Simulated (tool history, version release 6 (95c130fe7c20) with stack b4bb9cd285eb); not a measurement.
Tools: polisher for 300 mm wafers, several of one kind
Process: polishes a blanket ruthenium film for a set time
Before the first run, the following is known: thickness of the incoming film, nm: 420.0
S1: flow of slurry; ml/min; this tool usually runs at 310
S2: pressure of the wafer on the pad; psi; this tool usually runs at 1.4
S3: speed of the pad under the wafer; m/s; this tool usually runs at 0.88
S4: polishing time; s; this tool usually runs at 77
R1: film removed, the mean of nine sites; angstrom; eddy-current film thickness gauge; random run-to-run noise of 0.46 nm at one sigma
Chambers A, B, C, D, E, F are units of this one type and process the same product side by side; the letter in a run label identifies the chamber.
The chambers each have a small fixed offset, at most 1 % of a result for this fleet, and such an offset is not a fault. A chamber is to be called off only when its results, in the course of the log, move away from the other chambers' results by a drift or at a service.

-- day=0.058 chamber D: worn pad replaced by a new one
-- day=0.133 chamber A: slurry nozzle cleaned
run 1D day=0.604 | S1=310 S2=1.4 S3=0.88 S4=77 | R1=569.35
run 2F day=1.229 | S1=310 S2=1.4 S3=0.88 S4=77 | R1=569.42
run 3C day=1.533 | S1=310 S2=1.4 S3=0.88 S4=77 | R1=572.75
-- day=1.721 chamber B: worn pad replaced by a new one
run 4E day=1.983 | S1=310 S2=1.4 S3=0.88 S4=77 | R1=568.78
run 5A day=2.371 | S1=310 S2=1.4 S3=1.16 S4=64 | R1=629.82
-- day=2.654 chamber E: head pressure recalibrated
run 6B day=2.938 | S1=310 S2=1.4 S3=1.16 S4=64 | R1=619.1
-- day=2.988 chamber D: slurry nozzle cleaned
-- day=3.317 chamber E: worn pad replaced by a new one
-- day=3.462 chamber F: slurry nozzle cleaned
-- day=3.567 chamber C: worn pad replaced by a new one
run 7D day=3.6 | S1=310 S2=1.4 S3=1.16 S4=64 | R1=624.89
-- day=3.975 chamber D: head pressure recalibrated
run 8E day=4.2 | S1=310 S2=1.4 S3=1.16 S4=64 | R1=632.88
run 9C day=4.55 | S1=310 S2=1.4 S3=1.16 S4=64 | R1=619.11
run 10F day=5.021 | S1=310 S2=1.4 S3=1.16 S4=64 | R1=623.72
-- day=5.638 chamber A: worn pad replaced by a new one
run 11B day=5.638 | S1=310 S2=1.4 S3=0.88 S4=77 | R1=573.77
-- day=5.767 chamber D: worn pad replaced by a new one
run 12A day=6.154 | S1=310 S2=1.4 S3=0.88 S4=77 | R1=574.22
run 13B day=6.638 | S1=310 S2=1.4 S3=0.88 S4=77 | R1=567.15
run 14D day=7.042 | S1=310 S2=1.4 S3=0.88 S4=77 | R1=569.69
run 15C day=7.596 | S1=270 S2=1.4 S3=0.88 S4=77 | R1=555.98
-- day=8.029 chamber B: worn pad replaced by a new one
-- day=8.054 chamber C: slurry nozzle cleaned
run 16F day=8.062 | S1=270 S2=1.4 S3=0.88 S4=77 | R1=542.67
run 17E day=8.412 | S1=270 S2=1.4 S3=0.88 S4=77 | R1=564.79
run 18A day=8.9 | S1=270 S2=1.4 S3=0.88 S4=77 | R1=562.89
run 19E day=9.292 | S1=270 S2=1.4 S3=0.88 S4=77 | R1=561.8
-- day=9.392 chamber E: worn pad replaced by a new one
-- day=9.55 chamber B: head pressure recalibrated
run 20D day=9.717 | S1=270 S2=1.4 S3=0.88 S4=77 | R1=561.43
-- day=9.75 chamber B: slurry nozzle cleaned
-- day=9.9 chamber C: head pressure recalibrated
run 21C day=10.254 | S1=310 S2=1.6 S3=0.76 S4=77 | R1=562.81
run 22F day=10.804 | S1=310 S2=1.6 S3=0.76 S4=77 | R1=544.69
run 23B day=11.092 | S1=310 S2=1.6 S3=0.76 S4=77 | R1=562.05
-- day=11.492 chamber A: worn pad replaced by a new one
run 24A day=11.538 | S1=310 S2=1.6 S3=0.76 S4=77 | R1=568.73
run 25B day=11.85 | S1=310 S2=1.6 S3=0.76 S4=77 | R1=571.33
-- day=11.967 chamber C: worn pad replaced by a new one
-- day=12.221 chamber D: worn pad replaced by a new one
run 26A day=12.429 | S1=310 S2=1.6 S3=0.76 S4=77 | R1=571.07
run 27C day=12.962 | S1=310 S2=1.7 S3=0.88 S4=77 | R1=694.99
-- day=13.362 chamber E: slurry nozzle cleaned
run 28E day=13.475 | S1=310 S2=1.7 S3=0.88 S4=77 | R1=690.77
run 29D day=13.829 | S1=310 S2=1.7 S3=0.88 S4=77 | R1=688.2
run 30F day=14.179 | S1=310 S2=1.7 S3=0.88 S4=77 | R1=643.76
-- day=14.371 chamber B: worn pad replaced by a new one
run 31B day=14.717 | S1=310 S2=1.7 S3=0.88 S4=77 | R1=706.29
run 32E day=15.054 | S1=310 S2=1.7 S3=0.88 S4=77 | R1=689.23
run 33D day=15.408 | S1=310 S2=1.4 S3=0.88 S4=77 | R1=569.48
-- day=15.621 chamber E: worn pad replaced by a new one
run 34C day=15.917 | S1=310 S2=1.4 S3=0.76 S4=77 | R1=494.89
run 35F day=16.371 | S1=310 S2=1.4 S3=0.76 S4=77 | R1=445.89
-- day=16.558 chamber F: slurry nozzle cleaned
run 36A day=16.896 | S1=310 S2=1.4 S3=0.76 S4=77 | R1=488.34
run 37B day=17.483 | S1=310 S2=1.4 S3=0.76 S4=77 | R1=489.19
run 38E day=17.975 | S1=310 S2=1.4 S3=0.76 S4=77 | R1=493.52
run 39D day=18.442 | S1=310 S2=1.4 S3=0.76 S4=77 | R1=490.95
run 40C day=18.742 | S1=310 S2=1.4 S3=0.88 S4=77 | R1=570.04
run 41F day=19.121 | S1=310 S2=1.4 S3=0.88 S4=77 | R1=510.85

One chamber off, gauge drift, or nothing amiss beyond the chambers' own small offsets? If it is a chamber, which one, and what is the likeliest cause?

Little by little, chamber F moves away from the other chambers.
What lies behind it: removal rate lost through wear of the pad, % = 11.
Not necessarily distinguishable in this log from: head's pressure below its setpoint, %.

Which of the 4 candidates below, each the usual settings with something changed and its results left as question marks, puts chamber F back in line with what the other chambers give on the usual settings?
In line means no further than this from the other chambers' mean on the usual settings: R1 16 angstrom
run 42F-1 day=19.596 | S1=310 S2=1.5 S3=0.92 S4=77 | R1=?
run 42F-2 day=19.596 | S1=310 S2=1.4 S3=0.86 S4=75 | R1=?
run 42F-3 day=19.596 | S1=310 S2=1.4 S3=0.9 S4=79 | R1=?
run 42F-4 day=19.596 | S1=310 S2=1.4 S3=0.84 S4=72 | R1=?

Mean of the other chambers on the usual settings: R1 569.92 angstrom
run=42F-1 R1=571.64
run=42F-2 R1=485.34
run=42F-3 R1=534.97
run=42F-4 R1=455.11
With 42F-1, the chamber falls back in line with the rest.
